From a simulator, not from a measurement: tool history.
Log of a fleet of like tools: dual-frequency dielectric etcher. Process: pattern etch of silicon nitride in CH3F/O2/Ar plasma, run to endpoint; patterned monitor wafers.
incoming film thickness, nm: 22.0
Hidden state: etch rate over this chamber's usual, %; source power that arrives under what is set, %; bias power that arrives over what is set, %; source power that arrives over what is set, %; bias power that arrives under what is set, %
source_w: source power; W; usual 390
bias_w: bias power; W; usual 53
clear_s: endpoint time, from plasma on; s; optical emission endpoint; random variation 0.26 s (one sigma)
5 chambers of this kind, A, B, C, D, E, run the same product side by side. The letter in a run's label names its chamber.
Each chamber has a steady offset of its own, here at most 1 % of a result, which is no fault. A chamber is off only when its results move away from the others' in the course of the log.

run   hour  source_w  bias_w  hours since the last wet clean  hours since the last source power generator calibration  hours since the last bias power generator calibration  clear_s
 1A    8.4       390      53                           286.8                                                    381.1                                                 3562.4   35.707
 2C   17.5       390      53                           469.6                                                    850.6                                                  299.0   35.754
      17.7  -- chamber C: wet clean of the chamber
 3D   28.9       390      53                            72.9                                                    459.8                                                 1746.2   35.876
 4B   34.7       390      53                           393.9                                                   2888.9                                                 1137.3   35.627
 5E   46.1       390      53                            93.9                                                   2228.3                                                 3375.6   35.537
 6E   57.3       390      53                           105.1                                                   2239.5                                                 3386.8   35.038
 7D   66.2       390      41                           110.2                                                    497.1                                                 1783.5   38.467
 8C   75.4       390      41                            57.7                                                    908.5                                                  356.9   38.306
 9B   81.3       390      41                           440.5                                                   2935.5                                                 1183.9   38.708
10A   88.5       390      41                           366.9                                                    461.2                                                 3642.5   38.672
11B   99.9       390      41                           459.1                                                   2954.1                                                 1202.5   38.327
12A  106.0       390      53                           384.4                                                    478.7                                                 3660.0   35.881
13C  113.5       390      53                            95.8                                                    946.6                                                  395.0   35.775
14E  122.1       390      53                           169.9                                                   2304.3                                                 3451.6   34.926
15D  129.7       390      53                           173.7                                                    560.6                                                 1847.0   35.693
16C  136.7       390      53                           119.0                                                    969.8                                                  418.2   35.765
     141.5  -- chamber B: source power generator calibrated
17B  142.7       340      61                           501.9                                                      1.2                                                 1245.3   35.587
18D  151.9       340      61                           195.9                                                    582.8                                                 1869.2   35.303
19A  160.2       340      61                           438.6                                                    532.9                                                 3714.2   35.582
20E  167.0       340      61                           214.8                                                   2349.2                                                 3496.5   35.543
21C  175.5       340      61                           157.8                                                   1008.6                                                  457.0   36.323
     182.3  -- chamber B: wet clean of the chamber
22A  187.5       390      53                           465.9                                                    560.2                                                 3741.5   35.539
23D  194.2       390      53                           238.2                                                    625.1                                                 1911.5   35.081
24B  205.7       390      47                            23.5                                                     64.2                                                 1308.3   37.028
25E  215.1       390      47                           262.9                                                   2397.3                                                 3544.6   36.929
26E  226.1       390      47                           273.9                                                   2408.3                                                 3555.6   36.900
     226.2  -- chamber A: wet clean of the chamber
27B  231.6       390      47                            49.4                                                     90.1                                                 1334.2   37.076
28D  243.8       390      47                           287.8                                                    674.7                                                 1961.1   36.995
29A  254.1       390      61                            27.9                                                    626.8                                                 3808.1   34.228
30C  260.3       390      61                           242.6                                                   1093.4                                                  541.8   34.590
31B  268.9       390      61                            86.7                                                    127.4                                                 1371.5   34.024
32A  274.7       390      61                            48.5                                                    647.4                                                 3828.7   34.021
33D  282.4       390      61                           326.4                                                    713.3                                                 1999.7   33.666
34E  294.5       390      53                           342.3                                                   2476.7                                                 3624.0   35.412
35C  302.8       390      53                           285.1                                                   1135.9                                                  584.3   35.593
36B  314.3       390      53                           132.1                                                    172.8                                                 1416.9   35.891
37D  323.3       390      53                           367.3                                                    754.2                                                 2040.6   35.306
38C  329.9       490      61                           312.2                                                   1163.0                                                  611.4   31.663
39A  337.3       490      61                           111.1                                                    710.0                                                 3891.3   31.214
40E  349.2       490      61                           397.0                                                   2531.4                                                 3678.7   31.109
41D  359.3       490      61                           403.3                                                    790.2                                                 2076.6   30.744
42A  369.2       490      61                           143.0                                                    741.9                                                 3923.2   31.085
     379.8  -- chamber C: wet clean of the chamber
43C  380.6       390      63                             0.9                                                   1213.7                                                  662.1   34.081
44E  390.0       390      63                           437.8                                                   2572.2                                                 3719.5   33.419

Is one chamber off against the others, does the gauge drift, or is nothing wrong? If a chamber is off, say which, and what the likeliest cause is.

No chamber stands off beyond its own small offset, and the gauge holds steady.
